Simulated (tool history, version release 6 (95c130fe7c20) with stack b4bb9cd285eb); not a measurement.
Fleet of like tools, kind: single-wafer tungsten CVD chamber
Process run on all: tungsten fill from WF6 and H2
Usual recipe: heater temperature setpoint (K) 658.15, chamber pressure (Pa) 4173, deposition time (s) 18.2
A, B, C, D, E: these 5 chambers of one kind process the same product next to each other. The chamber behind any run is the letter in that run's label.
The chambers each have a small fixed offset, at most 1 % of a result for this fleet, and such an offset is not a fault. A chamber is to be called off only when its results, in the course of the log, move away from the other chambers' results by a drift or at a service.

run,hour,heater temperature setpoint (K),chamber pressure (Pa),deposition time (s),hours since the last thermocouple change,hours since the last manometer calibration,"read-back reference wafer on the same gauge, thickness_nm",mean film thickness on the monitor wafer (Å)
1E,11.7,658.15,4173,18.2,2759.9,1213.8,37.290,400.89
2B,22.0,658.15,4173,18.2,554.3,972.3,37.322,399.30
3D,31.4,658.15,4173,18.2,1735.6,1956.0,37.284,401.83
4C,41.4,658.15,4173,18.2,2423.6,1267.3,37.258,405.29
5A,52.2,658.15,4173,18.2,1596.3,1327.6,37.296,399.73
6B,65.1,658.15,4173,18.2,597.4,1015.4,37.297,402.82
7C,72.8,667.15,4173,18.2,2455.0,1298.7,37.268,478.48
8D,79.6,667.15,4173,18.2,1783.8,2004.2,37.281,479.32
9E,89.8,667.15,4173,18.2,2838.0,1291.9,37.281,477.06
10A,98.7,667.15,4173,18.2,1642.8,1374.1,37.278,480.83
# hour 108.2: chamber D: capacitance manometer re-zeroed and calibrated
11C,110.6,667.15,4173,18.2,2492.8,1336.5,37.299,479.11
12B,122.4,658.15,4173,18.2,654.7,1072.7,37.338,400.09
13A,129.3,658.15,4173,18.2,1673.4,1404.7,37.319,400.22
# hour 139.2: chamber A: capacitance manometer re-zeroed and calibrated
14D,141.3,658.15,4173,18.2,1845.5,33.2,37.347,402.12
15E,155.6,658.15,4173,18.2,2903.8,1357.7,37.272,402.49
16B,166.2,658.15,4173,18.2,698.5,1116.5,37.298,400.04
17D,172.5,658.15,4173,18.2,1876.7,64.4,37.277,398.27
18C,178.8,658.15,4173,15.0,2561.0,1404.7,37.278,332.01
19E,188.5,658.15,4173,15.0,2936.7,1390.6,37.268,333.56
20A,198.5,658.15,4173,15.0,1742.6,59.3,37.301,330.56
# hour 209.6: chamber E: thermocouple changed; heater temperature recalibrated
21C,211.5,658.15,4173,15.0,2593.7,1437.4,37.293,333.69
22E,224.1,658.15,4173,15.0,14.6,1426.2,37.313,324.87
23D,230.5,658.15,4173,18.2,1934.7,122.4,37.273,400.60
24B,242.2,658.15,3680,21.7,774.5,1192.5,37.348,453.25
25A,253.2,658.15,3680,21.7,1797.3,114.0,37.262,452.93
26B,263.8,658.15,3680,21.7,796.1,1214.1,37.297,452.94
27D,273.6,658.15,3680,21.7,1977.8,165.5,37.291,453.07
# hour 280.5: chamber B: thermocouple changed; heater temperature recalibrated
28C,284.2,658.15,3680,21.7,2666.4,1510.1,37.336,455.47
29A,297.5,658.15,4173,18.2,1841.6,158.3,37.296,403.06
30E,305.9,658.15,4173,18.2,96.4,1508.0,37.278,388.02
31E,312.5,658.15,4173,18.2,103.0,1514.6,37.296,390.88
32B,324.5,658.15,4173,18.2,44.0,1274.8,37.324,400.03
33A,336.9,658.15,4173,16.9,1881.0,197.7,37.291,371.05
34C,343.4,658.15,4173,16.9,2725.6,1569.3,37.316,374.65
35D,353.0,658.15,4173,16.9,2057.2,244.9,37.305,377.83

Read the log: is a single chamber off, either drifting away or since a service, is the gauge that measures every chamber drifting, or is nothing wrong beyond small per-chamber offsets? Name any odd chamber and what most likely caused it.

Chamber E has stood off from the others ever since a service on it.
What lies behind it: wafer temperature below the value expected at the setpoint (K) = 1.45.

Which of the 4 candidates below, each the usual settings with something changed and its results left as question marks, puts chamber E back in line with what the other chambers give on the usual settings?
Maximum distance from the other chambers' mean on the usual settings for a result to count as in line: mean film thickness on the monitor wafer (Å) 5.70
36E-1,363.4,661.15,4173,18.2,,,,?
36E-2,363.4,659.15,4200,18.4,,,,?
36E-3,363.4,658.15,3653,18.2,,,,?
36E-4,363.4,657.15,4146,18.0,,,,?

The other chambers' mean on the usual settings: mean film thickness on the monitor wafer (Å) 402.61
run,mean film thickness on the monitor wafer (Å)
36E-1,414.18
36E-2,403.76
36E-3,366.46
36E-4,377.31
The answer is 36E-2, which returns the chamber to within the allowed miss of the others.
